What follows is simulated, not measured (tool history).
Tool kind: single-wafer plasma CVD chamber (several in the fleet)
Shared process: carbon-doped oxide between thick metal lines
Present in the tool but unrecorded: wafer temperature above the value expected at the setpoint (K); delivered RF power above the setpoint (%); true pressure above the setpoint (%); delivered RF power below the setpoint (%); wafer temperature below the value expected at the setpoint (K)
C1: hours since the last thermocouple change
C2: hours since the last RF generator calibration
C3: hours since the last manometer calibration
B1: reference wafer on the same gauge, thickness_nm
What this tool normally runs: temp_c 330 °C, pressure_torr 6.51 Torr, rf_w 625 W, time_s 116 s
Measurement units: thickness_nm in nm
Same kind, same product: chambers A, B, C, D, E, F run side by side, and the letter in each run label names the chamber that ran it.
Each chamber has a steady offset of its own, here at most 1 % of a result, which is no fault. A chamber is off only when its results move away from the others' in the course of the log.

{"run": "1F", "hour": 2.2, "temp_c": 330, "pressure_torr": 6.51, "rf_w": 625, "time_s": 116, "C1": 717.1, "C2": 120.9, "C3": 1621.6, "B1": 868.96, "thickness_nm": 736.1}
{"run": "2C", "hour": 5.3, "temp_c": 330, "pressure_torr": 6.51, "rf_w": 625, "time_s": 116, "C1": 1364.4, "C2": 103.1, "C3": 629.7, "B1": 868.31, "thickness_nm": 735.05}
{"run": "3D", "hour": 7.3, "temp_c": 330, "pressure_torr": 6.51, "rf_w": 625, "time_s": 116, "C1": 218.8, "C2": 414.9, "C3": 783.5, "B1": 868.9, "thickness_nm": 735.26}
{"run": "4E", "hour": 9.2, "temp_c": 330, "pressure_torr": 6.51, "rf_w": 625, "time_s": 116, "C1": 867.9, "C2": 325.2, "C3": 551.2, "B1": 868.43, "thickness_nm": 731.95}
{"run": "5B", "hour": 13.0, "temp_c": 330, "pressure_torr": 6.51, "rf_w": 625, "time_s": 116, "C1": 2128.8, "C2": 782.9, "C3": 671.2, "B1": 868.47, "thickness_nm": 735.16}
{"run": "6A", "hour": 16.9, "temp_c": 330, "pressure_torr": 6.51, "rf_w": 625, "time_s": 116, "C1": 528.1, "C2": 21.4, "C3": 732.6, "B1": 868.34, "thickness_nm": 731.13}
{"run": "7B", "hour": 21.0, "temp_c": 330, "pressure_torr": 6.51, "rf_w": 625, "time_s": 116, "C1": 2136.8, "C2": 790.9, "C3": 679.2, "B1": 868.3, "thickness_nm": 737.17}
{"run": "8A", "hour": 24.4, "temp_c": 324, "pressure_torr": 6.51, "rf_w": 745, "time_s": 116, "C1": 535.6, "C2": 28.9, "C3": 740.1, "B1": 868.21, "thickness_nm": 824.7}
{"run": "9D", "hour": 27.5, "temp_c": 324, "pressure_torr": 6.51, "rf_w": 745, "time_s": 116, "C1": 239.0, "C2": 435.1, "C3": 803.7, "B1": 867.7, "thickness_nm": 831.9}
{"run": "10C", "hour": 31.6, "temp_c": 324, "pressure_torr": 6.51, "rf_w": 745, "time_s": 116, "C1": 1390.7, "C2": 129.4, "C3": 656.0, "B1": 867.4, "thickness_nm": 829.17}
{"run": "11F", "hour": 33.9, "temp_c": 324, "pressure_torr": 6.51, "rf_w": 745, "time_s": 116, "C1": 748.8, "C2": 152.6, "C3": 1653.3, "B1": 867.37, "thickness_nm": 827.08}
{"run": "12E", "hour": 36.5, "temp_c": 324, "pressure_torr": 6.51, "rf_w": 745, "time_s": 116, "C1": 895.2, "C2": 352.5, "C3": 578.5, "B1": 867.44, "thickness_nm": 827.61}
{"run": "13D", "hour": 40.2, "temp_c": 324, "pressure_torr": 6.51, "rf_w": 745, "time_s": 116, "C1": 251.7, "C2": 447.8, "C3": 816.4, "B1": 867.07, "thickness_nm": 831.51}
{"run": "14C", "hour": 43.6, "temp_c": 330, "pressure_torr": 6.51, "rf_w": 625, "time_s": 116, "C1": 1402.7, "C2": 141.4, "C3": 668.0, "B1": 867.05, "thickness_nm": 738.0}
{"run": "15B", "hour": 46.3, "temp_c": 330, "pressure_torr": 6.51, "rf_w": 625, "time_s": 116, "C1": 2162.1, "C2": 816.2, "C3": 704.5, "B1": 866.9, "thickness_nm": 736.2}
{"run": "16A", "hour": 50.2, "temp_c": 330, "pressure_torr": 6.51, "rf_w": 625, "time_s": 116, "C1": 561.4, "C2": 54.7, "C3": 765.9, "B1": 866.96, "thickness_nm": 728.16}
{"run": "17F", "hour": 53.9, "temp_c": 330, "pressure_torr": 6.51, "rf_w": 625, "time_s": 116, "C1": 768.8, "C2": 172.6, "C3": 1673.3, "B1": 866.35, "thickness_nm": 732.46}
{"run": "18E", "hour": 57.9, "temp_c": 330, "pressure_torr": 6.51, "rf_w": 625, "time_s": 116, "C1": 916.6, "C2": 373.9, "C3": 599.9, "B1": 866.08, "thickness_nm": 731.74}
{"run": "19E", "hour": 61.7, "temp_c": 330, "pressure_torr": 6.51, "rf_w": 625, "time_s": 116, "C1": 920.4, "C2": 377.7, "C3": 603.7, "B1": 866.56, "thickness_nm": 731.16}
{"run": "20A", "hour": 65.8, "temp_c": 330, "pressure_torr": 6.51, "rf_w": 625, "time_s": 116, "C1": 577.0, "C2": 70.3, "C3": 781.5, "B1": 865.95, "thickness_nm": 732.31}
{"run": "21B", "hour": 68.7, "temp_c": 330, "pressure_torr": 4.94, "rf_w": 625, "time_s": 116, "C1": 2184.5, "C2": 838.6, "C3": 726.9, "B1": 865.95, "thickness_nm": 709.25}
{"run": "22C", "hour": 71.4, "temp_c": 330, "pressure_torr": 4.94, "rf_w": 625, "time_s": 116, "C1": 1430.5, "C2": 169.2, "C3": 695.8, "B1": 866.01, "thickness_nm": 707.09}
{"run": "23F", "hour": 73.9, "temp_c": 330, "pressure_torr": 4.94, "rf_w": 625, "time_s": 116, "C1": 788.8, "C2": 192.6, "C3": 1693.3, "B1": 865.7, "thickness_nm": 707.49}
{"run": "24D", "hour": 77.4, "temp_c": 330, "pressure_torr": 4.94, "rf_w": 625, "time_s": 116, "C1": 288.9, "C2": 485.0, "C3": 853.6, "B1": 865.69, "thickness_nm": 708.03}
{"run": "25F", "hour": 80.2, "temp_c": 330, "pressure_torr": 4.94, "rf_w": 625, "time_s": 116, "C1": 795.1, "C2": 198.9, "C3": 1699.6, "B1": 865.4, "thickness_nm": 706.83}
{"run": "26B", "hour": 83.5, "temp_c": 330, "pressure_torr": 4.94, "rf_w": 625, "time_s": 116, "C1": 2199.3, "C2": 853.4, "C3": 741.7, "B1": 864.92, "thickness_nm": 708.65}
{"run": "27E", "hour": 85.4, "temp_c": 330, "pressure_torr": 6.51, "rf_w": 625, "time_s": 116, "C1": 944.1, "C2": 401.4, "C3": 627.4, "B1": 865.3, "thickness_nm": 727.76}
{"run": "28C", "hour": 87.7, "temp_c": 330, "pressure_torr": 6.51, "rf_w": 625, "time_s": 116, "C1": 1446.8, "C2": 185.5, "C3": 712.1, "B1": 865.12, "thickness_nm": 733.01}
{"run": "29D", "hour": 90.6, "temp_c": 330, "pressure_torr": 6.51, "rf_w": 625, "time_s": 116, "C1": 302.1, "C2": 498.2, "C3": 866.8, "B1": 864.76, "thickness_nm": 731.07}
{"run": "30A", "hour": 92.7, "temp_c": 330, "pressure_torr": 6.51, "rf_w": 625, "time_s": 116, "C1": 603.9, "C2": 97.2, "C3": 808.4, "B1": 865.11, "thickness_nm": 731.03}
{"run": "31C", "hour": 96.0, "temp_c": 330, "pressure_torr": 6.51, "rf_w": 625, "time_s": 116, "C1": 1455.1, "C2": 193.8, "C3": 720.4, "B1": 864.4, "thickness_nm": 735.84}
{"run": "32F", "hour": 99.8, "temp_c": 330, "pressure_torr": 6.51, "rf_w": 625, "time_s": 116, "C1": 814.7, "C2": 218.5, "C3": 1719.2, "B1": 864.88, "thickness_nm": 730.2}
{"run": "33E", "hour": 102.9, "temp_c": 330, "pressure_torr": 6.51, "rf_w": 625, "time_s": 116, "C1": 961.6, "C2": 418.9, "C3": 644.9, "B1": 864.26, "thickness_nm": 728.86}
{"run": "34D", "hour": 104.8, "temp_c": 330, "pressure_torr": 6.51, "rf_w": 625, "time_s": 116, "C1": 316.3, "C2": 512.4, "C3": 881.0, "B1": 864.11, "thickness_nm": 732.54}
{"run": "35A", "hour": 107.4, "temp_c": 330, "pressure_torr": 6.51, "rf_w": 625, "time_s": 116, "C1": 618.6, "C2": 111.9, "C3": 823.1, "B1": 864.07, "thickness_nm": 729.71}
{"run": "36B", "hour": 109.2, "temp_c": 330, "pressure_torr": 6.51, "rf_w": 625, "time_s": 116, "C1": 2225.0, "C2": 879.1, "C3": 767.4, "B1": 864.03, "thickness_nm": 732.93}
{"run": "37A", "hour": 112.7, "temp_c": 330, "pressure_torr": 6.51, "rf_w": 625, "time_s": 116, "C1": 623.9, "C2": 117.2, "C3": 828.4, "B1": 863.52, "thickness_nm": 728.52}
{"run": "38C", "hour": 115.1, "temp_c": 330, "pressure_torr": 6.51, "rf_w": 625, "time_s": 116, "C1": 1474.2, "C2": 212.9, "C3": 739.5, "B1": 864.18, "thickness_nm": 730.22}
{"run": "39B", "hour": 119.1, "temp_c": 322, "pressure_torr": 7.23, "rf_w": 625, "time_s": 116, "C1": 2234.9, "C2": 889.0, "C3": 777.3, "B1": 863.9, "thickness_nm": 756.76}
{"run": "40F", "hour": 121.7, "temp_c": 322, "pressure_torr": 7.23, "rf_w": 625, "time_s": 116, "C1": 836.6, "C2": 240.4, "C3": 1741.1, "B1": 863.43, "thickness_nm": 756.62}
{"run": "41E", "hour": 124.5, "temp_c": 322, "pressure_torr": 7.23, "rf_w": 625, "time_s": 116, "C1": 983.2, "C2": 440.5, "C3": 666.5, "B1": 863.17, "thickness_nm": 753.81}
{"run": "42D", "hour": 127.5, "temp_c": 322, "pressure_torr": 7.23, "rf_w": 625, "time_s": 116, "C1": 339.0, "C2": 535.1, "C3": 903.7, "B1": 862.9, "thickness_nm": 756.55}

Each of the 6 chambers runs these same settings next. Fill in every chamber's results:
{"run": "43A", "hour": 130.5, "temp_c": 330, "pressure_torr": 6.51, "rf_w": 625, "time_s": 116, "thickness_nm": "?"}
{"run": "43B", "hour": 130.5, "temp_c": 330, "pressure_torr": 6.51, "rf_w": 625, "time_s": 116, "thickness_nm": "?"}
{"run": "43C", "hour": 130.5, "temp_c": 330, "pressure_torr": 6.51, "rf_w": 625, "time_s": 116, "thickness_nm": "?"}
{"run": "43D", "hour": 130.5, "temp_c": 330, "pressure_torr": 6.51, "rf_w": 625, "time_s": 116, "thickness_nm": "?"}
{"run": "43E", "hour": 130.5, "temp_c": 330, "pressure_torr": 6.51, "rf_w": 625, "time_s": 116, "thickness_nm": "?"}
{"run": "43F", "hour": 130.5, "temp_c": 330, "pressure_torr": 6.51, "rf_w": 625, "time_s": 116, "thickness_nm": "?"}

run=43A thickness_nm=727.75
run=43B thickness_nm=732.40
run=43C thickness_nm=733.79
run=43D thickness_nm=733.49
run=43E thickness_nm=729.61
run=43F thickness_nm=729.34

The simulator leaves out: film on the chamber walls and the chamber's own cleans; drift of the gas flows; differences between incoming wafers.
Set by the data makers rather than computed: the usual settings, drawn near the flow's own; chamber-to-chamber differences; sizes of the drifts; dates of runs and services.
